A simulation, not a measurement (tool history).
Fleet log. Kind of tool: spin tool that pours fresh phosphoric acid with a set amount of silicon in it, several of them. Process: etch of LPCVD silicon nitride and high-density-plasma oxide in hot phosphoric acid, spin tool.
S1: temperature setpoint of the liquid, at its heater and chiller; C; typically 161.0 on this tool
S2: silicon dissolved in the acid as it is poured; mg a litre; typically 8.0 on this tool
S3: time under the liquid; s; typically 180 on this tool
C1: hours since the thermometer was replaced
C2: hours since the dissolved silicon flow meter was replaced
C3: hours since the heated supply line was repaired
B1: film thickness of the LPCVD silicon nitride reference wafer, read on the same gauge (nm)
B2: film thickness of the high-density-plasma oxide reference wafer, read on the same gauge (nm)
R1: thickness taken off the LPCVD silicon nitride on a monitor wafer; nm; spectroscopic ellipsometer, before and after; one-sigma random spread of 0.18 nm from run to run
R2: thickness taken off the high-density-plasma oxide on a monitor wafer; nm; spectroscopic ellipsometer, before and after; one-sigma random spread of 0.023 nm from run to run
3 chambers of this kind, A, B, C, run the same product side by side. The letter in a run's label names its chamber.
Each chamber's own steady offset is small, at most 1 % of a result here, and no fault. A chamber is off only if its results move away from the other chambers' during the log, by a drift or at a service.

run,hour,S1,S2,S3,C1,C2,C3,B1,B2,R1,R2
1C,6.8,161.0,8.0,180,419.5,7.4,80.8,30.016,139.99,19.343,0.62576
2A,10.9,161.0,8.0,180,416.3,1365.8,608.2,30.022,139.98,19.485,0.59205
3B,18.1,161.0,8.0,180,208.9,18.8,886.1,30.000,139.97,19.233,0.60089
4A,25.7,161.0,8.0,180,431.1,1380.6,623.0,29.984,139.97,19.364,0.55326
5C,32.6,161.0,8.0,180,445.3,33.2,106.6,29.988,139.99,18.929,0.59310
# hour 34.5: chamber A: dissolved silicon flow meter replaced
6B,37.8,161.0,8.0,180,228.6,38.5,905.8,29.994,140.00,18.939,0.63756
7C,41.6,161.0,8.0,180,454.3,42.2,115.6,30.003,140.01,19.032,0.63049
8B,48.3,161.0,8.0,180,239.1,49.0,916.3,29.992,140.00,19.010,0.61104
9A,54.4,161.0,8.0,180,459.8,20.0,651.7,29.997,140.02,19.288,0.59172
10C,60.7,161.0,8.0,180,473.4,61.3,134.7,29.993,139.98,19.059,0.60624
11B,66.6,161.0,8.0,180,257.4,67.3,934.6,30.020,140.02,19.291,0.60398
12A,73.2,161.0,8.0,180,478.6,38.8,670.5,30.003,139.98,19.759,0.62557
13B,77.7,161.0,8.0,180,268.5,78.4,945.7,30.014,139.99,19.391,0.55783
14C,83.3,161.0,8.0,180,496.0,83.9,157.3,29.996,140.01,18.918,0.64889
15A,88.8,161.0,8.0,180,494.2,54.4,686.1,30.012,139.99,19.759,0.68437
16C,94.1,161.0,8.0,180,506.8,94.7,168.1,29.991,139.99,18.978,0.62737
17A,101.5,158.5,2.5,180,506.9,67.1,698.8,30.014,139.99,18.777,0.63988
18B,109.1,158.5,2.5,180,299.9,109.8,977.1,30.020,139.98,17.849,0.56668
19B,113.0,158.5,2.5,180,303.8,113.7,981.0,29.997,140.04,17.505,0.57194
20C,118.7,161.0,8.0,125,531.4,119.3,192.7,30.005,140.01,13.222,0.40204

Next, every chamber runs the same settings. What will each give?
21A,124.3,161.0,8.0,280,,,,,,?,?
21B,124.3,161.0,8.0,280,,,,,,?,?
21C,124.3,161.0,8.0,280,,,,,,?,?

run,R1,R2
21A,32.276,1.08270
21B,30.215,0.95370
21C,29.831,0.92112
